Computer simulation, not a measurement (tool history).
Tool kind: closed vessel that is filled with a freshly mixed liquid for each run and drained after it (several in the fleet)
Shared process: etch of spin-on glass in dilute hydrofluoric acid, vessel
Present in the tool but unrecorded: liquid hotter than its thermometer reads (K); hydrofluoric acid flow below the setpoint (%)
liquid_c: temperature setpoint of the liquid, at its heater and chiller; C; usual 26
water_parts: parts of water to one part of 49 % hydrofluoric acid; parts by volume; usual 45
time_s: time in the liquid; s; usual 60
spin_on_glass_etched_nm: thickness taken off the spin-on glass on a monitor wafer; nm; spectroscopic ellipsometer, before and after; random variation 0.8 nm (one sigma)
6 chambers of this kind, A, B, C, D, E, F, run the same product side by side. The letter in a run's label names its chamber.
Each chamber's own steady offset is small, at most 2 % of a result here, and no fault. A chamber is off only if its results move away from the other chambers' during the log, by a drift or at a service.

run   hour  liquid_c  water_parts  time_s  hours since the thermometer was replaced  hours since the hydrofluoric acid flow meter was replaced  read-back film thickness of the spin-on glass reference wafer, read on the same gauge (nm)  spin_on_glass_etched_nm
 1A    9.1        26           45      60                                       474                                                       1144                                                                                      80.004                   89.148
 2E   25.4        26           45      60                                      1832                                                      326.9                                                                                      79.989                   86.742
 3B   37.9        26           45      60                                    1006.2                                                      717.4                                                                                      79.954                   88.989
 4F     46        26           45      60                                     105.6                                                      997.7                                                                                      79.992                   87.987
 5D   56.8        26           45      60                                       347                                                      376.6                                                                                      80.017                   89.108
 6C   73.4        26           45      60                                     580.5                                                      149.9                                                                                      79.978                   88.772
 7A   80.9        26           45      60                                     545.8                                                     1215.8                                                                                      80.017                   88.158
 8D   92.5        26           45      60                                     382.7                                                      412.3                                                                                       80.03                   88.301
 9E  108.1        26           45      60                                    1914.7                                                      409.6                                                                                      80.002                   88.344
10C  115.8        26           45      60                                     622.9                                                      192.3                                                                                      80.021                   90.027
11B  123.6        26           45      60                                    1091.9                                                      803.1                                                                                      79.989                   88.986
12F  132.6      28.5           45      60                                     192.2                                                     1084.3                                                                                      80.019                   96.349
13A  147.9      28.5           45      60                                     612.8                                                     1282.8                                                                                      79.978                   98.912
14B  158.4      28.5           45      60                                    1126.7                                                      837.9                                                                                      80.025                   97.744
15D  172.5      28.5           45      60                                     462.7                                                      492.3                                                                                      80.006                   98.364
16F    180      28.5           45      60                                     239.6                                                     1131.7                                                                                      80.021                   96.279
17C  192.6      28.5           45      60                                     699.7                                                      269.1                                                                                      79.981                   99.412
18E  204.1        26           45      60                                    2010.7                                                      505.6                                                                                       79.95                   85.322
19F  215.4        26           45      60                                       275                                                     1167.1                                                                                       79.97                   88.398
20B  224.9        26           45      60                                    1193.2                                                      904.4                                                                                       79.98                   89.839
21E  232.4        26           45      60                                      2039                                                      533.9                                                                                      80.009                   84.512
     244.6  -- chamber B: thermometer replaced
22A  246.1        26           45      60                                       711                                                       1381                                                                                      80.007                    88.95
23D  256.7        29           45      35                                     546.9                                                      576.5                                                                                       80.04                   57.925
24C  272.1        29           45      35                                     779.2                                                      348.6                                                                                      79.982                   59.404
25B  285.7        29           45      35                                      41.2                                                      965.2                                                                                      80.045                   58.005
     299.9  -- chamber A: thermometer replaced
26D  301.4        29           45      35                                     591.6                                                      621.2                                                                                      80.025                   57.881
     303.7  -- chamber E: thermometer replaced
27C    317        29           45      35                                     824.1                                                      393.5                                                                                          80                   59.021
28E  330.6        29           45      35                                      26.9                                                      632.1                                                                                      79.972                   54.249
29A    344        26           45      60                                      44.1                                                     1478.9                                                                                      80.022                   90.349
30F  351.7        26           45      60                                     411.3                                                     1303.4                                                                                      79.997                    86.98
31D  362.2        26           45      60                                     652.4                                                        682                                                                                      79.999                   87.922
32B  376.3        26           45      60                                     131.8                                                     1055.8                                                                                      80.003                   88.639
33A  387.6        26           45      60                                      87.7                                                     1522.5                                                                                      80.009                   87.888
34C  400.1        26           45      60                                     907.2                                                      476.6                                                                                      80.008                   89.808
35E  415.5        26           45      60                                     111.8                                                        717                                                                                      79.967                   78.696
36F  428.3        26           45      60                                     487.9                                                       1380                                                                                      80.027                   87.439
37A  435.7        26           45      80                                     135.8                                                     1570.6                                                                                      80.017                   117.62
38E  447.2        26           45      80                                     143.5                                                      748.7                                                                                       80.01                   104.42
39F  459.6        26           45      80                                     519.2                                                     1411.3                                                                                      79.985                   118.15

Has any chamber moved away from the others, gradually or after a service, or does the common gauge drift, or do the chambers differ only by their own small steady offsets? State the chamber and the most likely cause if one applies.

Chamber E drifts away from the others.
Most likely cause: hydrofluoric acid flow below the setpoint (%) = 10.7.

Which of the 4 candidates below, each the usual settings with something changed and its results left as question marks, puts chamber E back in line with what the other chambers give on the usual settings?
In line means no further than this from the other chambers' mean on the usual settings: spin_on_glass_etched_nm 2.8 nm
40E-1  471.5        26           45      65                                                                                                                                                                                                                         ?
40E-2  471.5      22.5           45      60                                                                                                                                                                                                                         ?
40E-3  471.5      26.5           40      60                                                                                                                                                                                                                         ?
40E-4  471.5        24           45      60                                                                                                                                                                                                                         ?

The other chambers' mean on the usual settings: spin_on_glass_etched_nm 88.65 nm
  run  spin_on_glass_etched_nm
40E-1                   84.376
40E-2                   67.489
40E-3                   89.953
40E-4                   71.781
The right change is 40E-3: it brings the chamber back within the allowed miss of the others.
